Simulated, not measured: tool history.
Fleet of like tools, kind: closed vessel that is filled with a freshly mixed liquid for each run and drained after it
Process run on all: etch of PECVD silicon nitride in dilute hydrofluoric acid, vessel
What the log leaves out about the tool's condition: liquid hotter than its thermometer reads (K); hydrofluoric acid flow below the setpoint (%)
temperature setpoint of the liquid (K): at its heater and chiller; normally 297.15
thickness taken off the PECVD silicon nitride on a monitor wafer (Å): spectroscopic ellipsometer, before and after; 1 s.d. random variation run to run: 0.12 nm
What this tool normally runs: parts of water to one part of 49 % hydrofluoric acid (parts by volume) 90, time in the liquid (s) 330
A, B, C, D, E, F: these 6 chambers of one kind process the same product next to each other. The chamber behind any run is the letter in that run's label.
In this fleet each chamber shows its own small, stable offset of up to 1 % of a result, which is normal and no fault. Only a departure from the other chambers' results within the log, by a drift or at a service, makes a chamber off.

run,hour,temperature setpoint of the liquid (K),parts of water to one part of 49 % hydrofluoric acid (parts by volume),time in the liquid (s),hours since the thermometer was replaced,hours since the hydrofluoric acid flow meter was replaced,"read-back film thickness of the PECVD silicon nitride reference wafer, read on the same gauge (nm)",thickness taken off the PECVD silicon nitride on a monitor wafer (Å)
1C,6.8,297.15,90,330,205,1362.7,40.04,151.31
2F,13.6,297.15,90,330,1555.6,335.7,40.007,153.45
3E,25.2,297.15,90,330,2286.6,1098.6,40.018,151
4D,32.1,297.15,90,330,315.1,1907.7,39.998,153.5
5B,42,301.65,125,330,2489.7,2173,39.965,148.86
# hour 45.2: chamber B: thermometer replaced
6A,51.5,301.65,125,330,522.7,230.2,39.972,147.55
7B,58.7,301.65,125,330,13.6,2189.7,40.035,146.95
8E,70.4,301.65,125,330,2331.8,1143.8,40.024,145.63
9F,76,301.65,125,330,1618,398.1,40.002,149.44
10D,87,301.65,125,330,370,1962.6,39.992,146.58
11C,97.1,292.65,90,330,295.3,1453,39.985,113.7
12A,109.3,292.65,90,330,580.5,288,39.98,111.59
13B,115.1,292.65,90,330,70,2246.1,40.033,111.99
14F,121.9,292.65,90,330,1663.9,444,40.04,111.51
15E,132,292.65,90,330,2393.4,1205.4,39.999,110.97
16C,141.3,292.65,90,330,339.5,1497.2,39.962,113.37
17A,151.4,297.15,90,330,622.6,330.1,39.991,152.82
18D,158.5,297.15,90,330,441.5,2034.1,40,153.79
19D,170.3,297.15,90,330,453.3,2045.9,40.017,151.07
20E,176.5,297.15,90,330,2437.9,1249.9,40.026,150.19
21C,183.7,299.15,90,450,381.9,1539.6,39.983,236.49
22F,191.4,299.15,90,450,1733.4,513.5,39.998,239.93
23A,197.4,299.15,90,450,668.6,376.1,39.964,236.97
24B,205.7,299.15,90,450,160.6,2336.7,39.972,237.37
25F,211.1,299.15,90,450,1753.1,533.2,39.985,241.13
26B,221,299.15,90,450,175.9,2352,39.995,236.63
27C,230.4,293.15,90,330,428.6,1586.3,40.005,113.95
# hour 234.8: chamber D: hydrofluoric acid flow meter replaced
28D,239.7,293.15,90,330,522.7,4.9,39.941,116.19
29A,246.1,293.15,90,330,717.3,424.8,40.042,116.38
30E,254.3,293.15,90,330,2515.7,1327.7,39.943,114.73
31F,260.7,293.15,90,330,1802.7,582.8,40.032,117.05
32C,271.9,293.15,90,330,470.1,1627.8,40.008,113.54
33A,279.5,297.15,90,330,750.7,458.2,40.073,152.67
34E,287.9,297.15,90,330,2549.3,1361.3,40.009,151.4
35D,299.2,297.15,90,330,582.2,64.4,39.996,148.84
36B,308.3,297.15,90,330,263.2,2439.3,39.996,154.48
37F,314.9,297.15,90,330,1856.9,637,39.993,153.67
38D,325.1,297.15,90,330,608.1,90.3,39.963,152.05
39A,335.5,295.15,90,165,806.7,514.2,40.02,66.676
40E,341.6,295.15,90,165,2603,1415,40.037,65.496
41B,351.4,295.15,90,165,306.3,2482.4,40.004,67.245
42C,358.8,295.15,90,165,557,1714.7,40.021,62.527
43E,369.8,295.15,90,165,2631.2,1443.2,39.991,66.012
44C,380.4,295.15,90,165,578.6,1736.3,40.007,63.227

Is one chamber out of step, is the gauge drifting, or do the chambers differ by no more than their own small offsets? For an off chamber, give its letter and the likeliest cause.

It is chamber C that slowly wanders off from its peers.
What lies behind it: hydrofluoric acid flow below the setpoint (%) = 6.63.
The log may not separate it from: liquid colder than its thermometer reads (K).

Below are 4 candidate recipes for chamber C's next run, each the usual settings with a change, their results shown as question marks. Which of them brings C's results back in line with what the other chambers give on the usual settings?
A result is in line if it is within this distance of the other chambers' mean on the usual settings: thickness taken off the PECVD silicon nitride on a monitor wafer (Å) 4.2
45C-1,389.1,297.15,95,310,,,,?
45C-2,389.1,298.15,90,330,,,,?
45C-3,389.1,297.15,85,350,,,,?
45C-4,389.1,296.15,90,330,,,,?

Usual-settings mean across the other chambers: thickness taken off the PECVD silicon nitride on a monitor wafer (Å) 152.71
run,thickness taken off the PECVD silicon nitride on a monitor wafer (Å)
45C-1,126.8
45C-2,151.98
45C-3,159.82
45C-4,133.36
45C-2 is the one that brings the chamber's results back in line with the other chambers.

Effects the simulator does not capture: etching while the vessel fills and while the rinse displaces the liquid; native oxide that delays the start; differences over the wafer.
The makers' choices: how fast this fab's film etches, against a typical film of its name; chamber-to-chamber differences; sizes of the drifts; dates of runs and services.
